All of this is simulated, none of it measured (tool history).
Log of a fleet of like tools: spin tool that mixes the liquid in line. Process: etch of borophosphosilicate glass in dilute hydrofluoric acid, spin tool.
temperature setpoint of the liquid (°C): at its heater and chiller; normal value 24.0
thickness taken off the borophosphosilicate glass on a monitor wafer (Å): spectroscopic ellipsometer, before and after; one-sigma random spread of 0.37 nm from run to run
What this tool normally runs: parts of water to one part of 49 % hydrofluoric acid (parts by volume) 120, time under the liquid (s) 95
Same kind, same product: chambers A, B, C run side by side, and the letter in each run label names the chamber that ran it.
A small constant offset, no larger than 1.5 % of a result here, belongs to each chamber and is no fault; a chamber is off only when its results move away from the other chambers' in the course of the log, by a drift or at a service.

| run | hour | temperature setpoint of the liquid (°C) | parts of water to one part of 49 % hydrofluoric acid (parts by volume) | time under the liquid (s) | hours since the thermometer was replaced | hours since the hydrofluoric acid flow meter was replaced | read-back film thickness of the borophosphosilicate glass reference wafer, read on the same gauge (nm) | thickness taken off the borophosphosilicate glass on a monitor wafer (Å) |
|---|---|---|---|---|---|---|---|---|
| 1B | 6.5 | 24.0 | 120 | 95 | 576.1 | 269.1 | 50.015 | 477.17 |
| 2A | 10.6 | 24.0 | 120 | 95 | 503.7 | 774.1 | 50.011 | 475.85 |
| 3C | 18.3 | 24.0 | 120 | 95 | 1075.6 | 330.1 | 50.006 | 477.25 |
| 4C | 26.4 | 24.0 | 120 | 95 | 1083.7 | 338.2 | 50.008 | 483.10 |
| 5B | 33.8 | 24.0 | 120 | 95 | 603.4 | 296.4 | 50.004 | 479.38 |
| 6A | 38.3 | 24.0 | 120 | 95 | 531.4 | 801.8 | 49.984 | 479.76 |
| 7C | 46.1 | 24.0 | 120 | 95 | 1103.4 | 357.9 | 49.964 | 479.13 |
| 8A | 54.8 | 24.0 | 120 | 95 | 547.9 | 818.3 | 49.990 | 482.62 |
| 9B | 62.9 | 24.0 | 90 | 95 | 632.5 | 325.5 | 50.005 | 648.48 |
| 10B | 71.7 | 24.0 | 90 | 95 | 641.3 | 334.3 | 49.996 | 659.34 |
| 11A | 80.4 | 24.0 | 90 | 95 | 573.5 | 843.9 | 49.996 | 654.27 |
| 12C | 88.9 | 24.0 | 120 | 95 | 1146.2 | 400.7 | 50.003 | 485.53 |
| 13A | 95.1 | 24.0 | 120 | 55 | 588.2 | 858.6 | 49.971 | 277.21 |
|  | 98.4 | chamber A: hydrofluoric acid flow meter replaced |
| 14C | 103.5 | 24.0 | 120 | 55 | 1160.8 | 415.3 | 49.990 | 279.44 |
| 15B | 111.3 | 24.0 | 120 | 55 | 680.9 | 373.9 | 50.007 | 278.11 |
| 16C | 117.9 | 24.0 | 120 | 95 | 1175.2 | 429.7 | 49.996 | 479.90 |
| 17A | 124.5 | 24.0 | 120 | 95 | 617.6 | 26.2 | 50.035 | 471.72 |
|  | 127.5 | chamber B: thermometer replaced |
| 18B | 129.2 | 24.0 | 120 | 95 | 1.7 | 391.8 | 49.987 | 474.68 |
| 19C | 135.7 | 24.0 | 120 | 95 | 1193.0 | 447.5 | 50.000 | 484.09 |
| 20B | 139.8 | 24.0 | 120 | 95 | 12.3 | 402.4 | 50.000 | 473.09 |
| 21A | 144.9 | 24.0 | 120 | 95 | 638.0 | 46.6 | 49.977 | 475.90 |
| 22C | 149.6 | 24.0 | 120 | 95 | 1206.9 | 461.4 | 49.993 | 489.38 |
| 23A | 156.8 | 24.0 | 120 | 95 | 649.9 | 58.5 | 49.977 | 482.07 |
| 24B | 162.7 | 24.0 | 120 | 95 | 35.2 | 425.3 | 50.020 | 467.92 |
| 25C | 168.2 | 24.0 | 120 | 95 | 1225.5 | 480.0 | 49.999 | 495.66 |
| 26A | 176.4 | 24.0 | 120 | 95 | 669.5 | 78.1 | 50.015 | 476.34 |
| 27B | 184.5 | 24.0 | 120 | 95 | 57.0 | 447.1 | 50.000 | 466.98 |
| 28B | 193.2 | 24.0 | 120 | 95 | 65.7 | 455.8 | 49.971 | 475.16 |
| 29C | 202.0 | 24.0 | 120 | 95 | 1259.3 | 513.8 | 49.972 | 503.79 |
| 30A | 207.6 | 24.0 | 120 | 95 | 700.7 | 109.3 | 49.952 | 482.90 |
| 31A | 215.7 | 24.0 | 120 | 95 | 708.8 | 117.4 | 50.006 | 482.38 |
| 32B | 220.2 | 24.0 | 120 | 95 | 92.7 | 482.8 | 49.992 | 471.88 |
| 33C | 224.5 | 24.0 | 120 | 95 | 1281.8 | 536.3 | 50.018 | 509.65 |
| 34C | 233.1 | 24.0 | 120 | 95 | 1290.4 | 544.9 | 50.015 | 503.06 |
| 35B | 239.9 | 24.0 | 120 | 95 | 112.4 | 502.5 | 50.001 | 475.75 |
| 36A | 245.5 | 24.0 | 120 | 95 | 738.6 | 147.2 | 50.009 | 476.21 |

Predict what each chamber gives when all 3 of them run the settings below next.
| 37A | 251.9 | 26.5 | 120 | 95 |  |  |  | ? |
| 37B | 251.9 | 26.5 | 120 | 95 |  |  |  | ? |
| 37C | 251.9 | 26.5 | 120 | 95 |  |  |  | ? |

| run | thickness taken off the borophosphosilicate glass on a monitor wafer (Å) |
|---|---|
| 37A | 528.85 |
| 37B | 523.68 |
| 37C | 565.29 |
